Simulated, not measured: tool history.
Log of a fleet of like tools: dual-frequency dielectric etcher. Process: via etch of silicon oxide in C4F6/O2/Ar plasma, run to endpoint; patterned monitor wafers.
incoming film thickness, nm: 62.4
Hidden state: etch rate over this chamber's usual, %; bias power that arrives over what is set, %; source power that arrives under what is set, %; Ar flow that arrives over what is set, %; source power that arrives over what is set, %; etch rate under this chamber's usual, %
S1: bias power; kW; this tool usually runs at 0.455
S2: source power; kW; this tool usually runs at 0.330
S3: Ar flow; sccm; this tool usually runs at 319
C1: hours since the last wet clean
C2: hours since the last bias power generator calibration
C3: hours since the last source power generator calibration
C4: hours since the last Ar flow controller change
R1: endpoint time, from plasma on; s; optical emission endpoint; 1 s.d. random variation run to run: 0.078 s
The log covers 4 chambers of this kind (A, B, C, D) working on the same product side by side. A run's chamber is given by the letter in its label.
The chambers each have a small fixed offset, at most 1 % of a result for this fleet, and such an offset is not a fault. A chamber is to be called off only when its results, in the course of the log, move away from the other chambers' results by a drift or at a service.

run	hour	S1	S2	S3	C1	C2	C3	C4	R1
1D	4.8	0.455	0.330	319	211.4	1056.7	247.2	1868.2	15.545
2A	7.6	0.455	0.330	319	229.7	596.6	438.0	1723.2	15.395
3B	11.2	0.455	0.330	319	26.1	432.4	1327.0	2037.3	15.277
4C	16.3	0.455	0.330	319	271.0	1097.5	2992.9	2758.8	15.377
5A	18.9	0.455	0.330	319	241.0	607.9	449.3	1734.5	15.232
6D	24.1	0.455	0.330	319	230.7	1076.0	266.5	1887.5	15.555
7B	28.4	0.455	0.330	319	43.3	449.6	1344.2	2054.5	15.391
8C	31.1	0.371	0.330	319	285.8	1112.3	3007.7	2773.6	16.655
9C	36.1	0.371	0.330	319	290.8	1117.3	3012.7	2778.6	16.670
10A	41.2	0.371	0.330	319	263.3	630.2	471.6	1756.8	16.390
11D	46.1	0.371	0.330	319	252.7	1098.0	288.5	1909.5	16.867
12B	49.4	0.455	0.330	319	64.3	470.6	1365.2	2075.5	15.287
13A	52.7	0.361	0.330	319	274.8	641.7	483.1	1768.3	16.609
14B	56.6	0.361	0.330	319	71.5	477.8	1372.4	2082.7	16.922
15C	60.9	0.361	0.330	319	315.6	1142.1	3037.5	2803.4	16.787
16D	65.3	0.361	0.330	319	271.9	1117.2	307.7	1928.7	16.922
17A	68.9	0.455	0.330	319	291.0	657.9	499.3	1784.5	15.367
18B	72.8	0.455	0.330	319	87.7	494.0	1388.6	2098.9	15.409
19C	77.6	0.455	0.330	319	332.3	1158.8	3054.2	2820.1	15.512
20D	82.0	0.455	0.330	319	288.6	1133.9	324.4	1945.4	15.829
21A	85.5	0.417	0.330	319	307.6	674.5	515.9	1801.1	15.739
22B	87.8	0.417	0.330	319	102.7	509.0	1403.6	2113.9	15.906
23C	90.9	0.417	0.330	319	345.6	1172.1	3067.5	2833.4	15.944
24D	95.7	0.417	0.330	319	302.3	1147.6	338.1	1959.1	16.229
25B	100.5	0.455	0.330	319	115.4	521.7	1416.3	2126.6	15.397
26D	105.3	0.455	0.330	319	311.9	1157.2	347.7	1968.7	15.953
27C	108.2	0.455	0.330	319	362.9	1189.4	3084.8	2850.7	15.519
28A	112.2	0.455	0.330	319	334.3	701.2	542.6	1827.8	15.182
29C	116.4	0.455	0.330	319	371.1	1197.6	3093.0	2858.9	15.386
30B	119.5	0.455	0.330	319	134.4	540.7	1435.3	2145.6	15.285
31A	121.7	0.455	0.330	319	343.8	710.7	552.1	1837.3	15.214
32D	126.1	0.455	0.330	346	332.7	1178.0	368.5	1989.5	16.092
33C	129.3	0.455	0.330	346	384.0	1210.5	3105.9	2871.8	15.601
34D	133.3	0.455	0.330	346	339.9	1185.2	375.7	1996.7	16.011
35A	135.8	0.455	0.330	346	357.9	724.8	566.2	1851.4	15.359
36B	139.9	0.455	0.330	319	154.8	561.1	1455.7	2166.0	15.407
37B	143.7	0.455	0.330	319	158.6	564.9	1459.5	2169.8	15.448
38C	146.3	0.455	0.330	319	401.0	1227.5	3122.9	2888.8	15.366
39A	148.9	0.504	0.330	373	371.0	737.9	579.3	1864.5	14.904
40D	154.1	0.504	0.330	373	360.7	1206.0	396.5	2017.5	15.709
41A	156.5	0.504	0.330	373	378.6	745.5	586.9	1872.1	14.856
42C	159.1	0.504	0.330	373	413.8	1240.3	3135.7	2901.6	15.172
43B	163.2	0.455	0.330	285	178.1	584.4	1479.0	2189.3	15.231

One chamber off, gauge drift, or nothing amiss beyond the chambers' own small offsets? If it is a chamber, which one, and what is the likeliest cause?

It is chamber D that slowly wanders off from its peers.
Cause: etch rate under this chamber's usual, % = 3.44.

Chamber D could run next with any of the 4 candidate recipes listed below; each alters the usual settings, and their results appear as question marks. Which one brings its results back in line with what the other chambers deliver on the usual settings?
A result is in line if it is within this distance of the other chambers' mean on the usual settings: R1 0.270 s
44D-1	167.0	0.455	0.330	207					?
44D-2	167.0	0.455	0.410	319					?
44D-3	167.0	0.366	0.330	338					?
44D-4	167.0	0.455	0.300	328					?

Other chambers, usual settings, mean: R1 15.366 s
run	R1
44D-1	15.252
44D-2	14.746
44D-3	17.404
44D-4	16.616
It is 44D-1 that realigns the chamber with its peers.
